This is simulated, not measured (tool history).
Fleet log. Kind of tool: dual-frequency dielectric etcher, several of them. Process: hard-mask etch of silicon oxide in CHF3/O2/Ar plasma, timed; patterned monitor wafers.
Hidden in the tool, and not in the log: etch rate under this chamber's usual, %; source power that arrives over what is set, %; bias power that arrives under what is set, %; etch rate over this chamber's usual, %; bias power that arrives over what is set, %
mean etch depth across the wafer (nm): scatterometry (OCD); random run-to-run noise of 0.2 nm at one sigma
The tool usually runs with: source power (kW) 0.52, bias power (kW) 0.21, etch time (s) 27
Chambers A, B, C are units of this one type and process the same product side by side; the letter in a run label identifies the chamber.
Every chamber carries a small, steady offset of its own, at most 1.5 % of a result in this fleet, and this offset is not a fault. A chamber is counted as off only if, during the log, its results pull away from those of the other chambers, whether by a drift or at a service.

run   hour  source power (kW)  bias power (kW)  etch time (s)  hours since the last wet clean  hours since the last source power generator calibration  hours since the last bias power generator calibration  read-back reference wafer on the same gauge, depth_nm  mean etch depth across the wafer (nm)
 1A    3.7               0.52             0.21             27                             298                                                   3541.6                                                  584.8                                                  59.49                                 53.078
 2C    8.5               0.52             0.21             27                           139.2                                                   2077.8                                                  774.8                                                 59.519                                 52.957
 3B     14               0.52             0.21             27                           243.8                                                   2999.9                                                 1490.3                                                 59.523                                 53.321
 4C   16.8               0.52             0.21             27                           147.5                                                   2086.1                                                  783.1                                                 59.461                                 52.369
 5B   21.1               0.52             0.21             27                           250.9                                                     3007                                                 1497.4                                                 59.497                                 53.319
 6A     26               0.52             0.21             27                           320.3                                                   3563.9                                                  607.1                                                 59.544                                 53.279
 7B   30.2               0.52             0.21             27                             260                                                   3016.1                                                 1506.5                                                 59.546                                 53.485
 8A   34.8               0.52             0.21             27                           329.1                                                   3572.7                                                  615.9                                                  59.51                                 53.434
 9C   40.6               0.52             0.21           23.5                           171.3                                                   2109.9                                                  806.9                                                 59.488                                 45.768
10A   45.9               0.52             0.21           23.5                           340.2                                                   3583.8                                                    627                                                 59.533                                 46.468
11C   49.5               0.52             0.21           23.5                           180.2                                                   2118.8                                                  815.8                                                 59.487                                 45.904
12B     55               0.52             0.21             27                           284.8                                                   3040.9                                                 1531.3                                                 59.495                                 53.406
13A   58.1               0.52             0.21             27                           352.4                                                     3596                                                  639.2                                                 59.517                                 53.049
14C     61               0.52             0.21             27                           191.7                                                   2130.3                                                  827.3                                                 59.538                                 52.298
15B   66.7               0.52             0.21             27                           296.5                                                   3052.6                                                   1543                                                 59.511                                 53.128
16C   69.3               0.52             0.21             27                             200                                                   2138.6                                                  835.6                                                  59.46                                  52.47
17A   73.8               0.52             0.21             27                           368.1                                                   3611.7                                                  654.9                                                 59.572                                 53.402
18B   78.5               0.52             0.21             27                           308.3                                                   3064.4                                                 1554.8                                                 59.496                                 53.073
19A   83.7               0.52             0.21             27                             378                                                   3621.6                                                  664.8                                                 59.497                                  53.47
20C   88.9               0.52             0.21             27                           219.6                                                   2158.2                                                  855.2                                                 59.516                                 52.562
21B   92.8               0.63             0.21           33.5                           322.6                                                   3078.7                                                 1569.1                                                 59.484                                 71.501
        93  -- chamber A: wet clean of the chamber
22B   96.1               0.63             0.21           33.5                           325.9                                                     3082                                                 1572.4                                                 59.502                                 71.656
23A  101.4               0.63             0.21           33.5                             8.4                                                   3639.3                                                  682.5                                                 59.523                                 69.584
24C  105.1               0.52             0.21             27                           235.8                                                   2174.4                                                  871.4                                                 59.485                                 52.535
25C  108.6               0.52             0.21             27                           239.3                                                   2177.9                                                  874.9                                                 59.503                                 52.894
26B  113.6               0.52             0.21             27                           343.4                                                   3099.5                                                 1589.9                                                 59.456                                 53.504
27A  117.6               0.52            0.163           34.5                            24.6                                                   3655.5                                                  698.7                                                 59.425                                 60.951
     120.8  -- chamber B: wet clean of the chamber
28C  122.7               0.52            0.163           34.5                           253.4                                                     2192                                                    889                                                 59.536                                 61.787
29B  128.6               0.52            0.163           34.5                             7.9                                                   3114.5                                                 1604.9                                                 59.444                                  62.63
30A  131.6               0.52             0.21             27                            38.6                                                   3669.5                                                  712.7                                                 59.487                                 51.827
31B  134.3               0.52             0.21             27                            13.6                                                   3120.2                                                 1610.6                                                 59.501                                 53.567
32A  137.9               0.59             0.21           30.5                            44.9                                                   3675.8                                                    719                                                 59.537                                 61.449
33C  143.7               0.59             0.21           30.5                           274.4                                                     2213                                                    910                                                 59.564                                 62.383
34B  147.3               0.59             0.21           30.5                            26.6                                                   3133.2                                                 1623.6                                                 59.545                                 63.429
35A  151.2               0.52             0.21             27                            58.2                                                   3689.1                                                  732.3                                                 59.505                                 51.816
36C  153.9               0.52             0.21             27                           284.6                                                   2223.2                                                  920.2                                                 59.494                                 52.517
37B  159.4               0.52            0.252             21                            38.7                                                   3145.3                                                 1635.7                                                 59.416                                 44.184
38A  163.9               0.52            0.252             21                            70.9                                                   3701.8                                                    745                                                 59.515                                 42.997
39C  168.5               0.52            0.252             21                           299.2                                                   2237.8                                                  934.8                                                 59.571                                 43.692
40C  171.9               0.63             0.21           20.5                           302.6                                                   2241.2                                                  938.2                                                 59.519                                 42.974
41A  174.5               0.63             0.21           20.5                            81.5                                                   3712.4                                                  755.6                                                 59.498                                 42.309
42B  177.9               0.63             0.21           20.5                            57.2                                                   3163.8                                                 1654.2                                                  59.53                                 43.378
43A  183.5               0.52             0.21             27                            90.5                                                   3721.4                                                  764.6                                                 59.475                                 52.165
44C  187.6               0.52             0.21             27                           318.3                                                   2256.9                                                  953.9                                                 59.503                                 52.497

Read the log: is a single chamber off, either drifting away or since a service, is the gauge that measures every chamber drifting, or is nothing wrong beyond small per-chamber offsets? Name any odd chamber and what most likely caused it.

Chamber A has stood off from the others ever since a service on it.
Most likely cause: etch rate under this chamber's usual, % = 2.65.

Chamber A could run next with any of the 4 candidate recipes listed below; each alters the usual settings, and their results appear as question marks. Which one brings its results back in line with what the other chambers deliver on the usual settings?
Allowed miss from the other chambers' usual-settings mean, per result, to count as in line: mean etch depth across the wafer (nm) 0.71
45A-1  191.9               0.52            0.238             27                                                                                                                                                                                                                                             ?
45A-2  191.9               0.52            0.211           27.5                                                                                                                                                                                                                                             ?
45A-3  191.9               0.52            0.182             27                                                                                                                                                                                                                                             ?
45A-4  191.9               0.49             0.21             27                                                                                                                                                                                                                                             ?

The mean the other chambers reach with the usual settings: mean etch depth across the wafer (nm) 53.037
  run  mean etch depth across the wafer (nm)
45A-1                                  54.35
45A-2                                 53.018
45A-3                                 49.427
45A-4                                 50.832
With 45A-2, the chamber falls back in line with the rest.
